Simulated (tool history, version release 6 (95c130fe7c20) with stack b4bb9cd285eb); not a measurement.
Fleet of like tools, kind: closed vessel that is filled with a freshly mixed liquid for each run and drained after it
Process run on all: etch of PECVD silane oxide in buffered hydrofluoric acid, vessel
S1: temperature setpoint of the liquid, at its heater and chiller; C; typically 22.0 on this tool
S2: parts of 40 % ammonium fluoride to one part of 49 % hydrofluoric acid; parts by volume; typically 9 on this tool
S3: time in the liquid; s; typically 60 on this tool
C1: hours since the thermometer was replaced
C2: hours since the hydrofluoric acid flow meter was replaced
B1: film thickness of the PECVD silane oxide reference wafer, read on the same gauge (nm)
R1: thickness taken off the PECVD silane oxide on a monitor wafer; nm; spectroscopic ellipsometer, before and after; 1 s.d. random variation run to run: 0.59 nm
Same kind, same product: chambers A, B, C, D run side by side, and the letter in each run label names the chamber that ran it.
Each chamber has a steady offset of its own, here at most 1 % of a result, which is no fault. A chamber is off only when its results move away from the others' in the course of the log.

run	day	S1	S2	S3	C1	C2	B1	R1
1A	0.150	22.0	9	60	802.8	244.8	70.024	142.390
2D	0.312	22.0	9	60	25.9	137.3	70.030	141.380
3B	0.542	22.0	9	60	1961.8	372.0	70.003	141.260
4C	0.746	22.0	9	60	51.9	658.3	70.002	141.500
5B	0.892	22.0	9	60	1970.2	380.4	70.016	142.070
6D	1.025	22.0	9	60	43.0	154.4	70.041	141.780
7C	1.258	26.0	9	30	64.2	670.6	70.023	88.206
8A	1.400	26.0	9	30	832.8	274.8	70.019	88.685
9D	1.633	26.0	9	30	57.6	169.0	70.004	87.618
10C	1.888	26.0	9	30	79.3	685.7	70.041	87.688
11A	2.142	22.0	9	60	850.6	292.6	70.004	142.890
12B	2.358	22.0	9	60	2005.4	415.6	70.001	142.420
13B	2.633	22.0	9	60	2012.0	422.2	69.987	141.140
14C	2.875	22.0	10	95	103.0	709.4	70.014	208.410
15D	3.021	22.0	10	95	90.9	202.3	70.034	210.430
16A	3.233	22.0	10	95	876.8	318.8	70.028	210.480
17C	3.400	22.0	10	95	115.6	722.0	70.004	209.590
18B	3.675	22.0	9	60	2037.0	447.2	70.042	142.420
19A	3.833	22.0	9	60	891.2	333.2	70.005	141.260
20D	4.000	22.0	9	60	114.4	225.8	70.003	141.600
21D	4.258	22.0	9	60	120.6	232.0	69.968	142.100
22C	4.446	22.0	9	60	140.7	747.1	69.973	141.740
23B	4.675	22.0	9	60	2061.0	471.2	70.019	141.660
24A	4.817	22.0	9	60	914.8	356.8	70.009	142.150
25D	5.029	18.5	11	60	139.1	250.5	70.009	99.150
26A	5.296	18.5	11	60	926.3	368.3	70.036	101.200
27B	5.438	18.5	11	60	2079.3	489.5	70.007	99.021
28C	5.708	18.5	11	60	171.0	777.4	69.987	98.874
29D	5.846	22.0	9	60	158.7	270.1	69.961	142.390
30A	5.988	22.0	9	60	942.9	384.9	70.017	141.760
31C	6.121	25.0	9	45	180.9	787.3	69.992	125.290
32B	6.358	25.0	9	45	2101.4	511.6	69.989	126.130
33A	6.558	25.0	9	45	956.6	398.6	70.004	126.020
34B	6.775	25.0	9	45	2111.4	521.6	70.024	124.730
35C	6.988	22.0	9	60	201.7	808.1	69.986	141.090

All 4 chambers run these settings next. Forecast each chamber's results:
36A	7.183	22.0	9	60				?
36B	7.183	22.0	9	60				?
36C	7.183	22.0	9	60				?
36D	7.183	22.0	9	60				?

run	R1
36A	142.950
36B	141.480
36C	140.960
36D	142.400
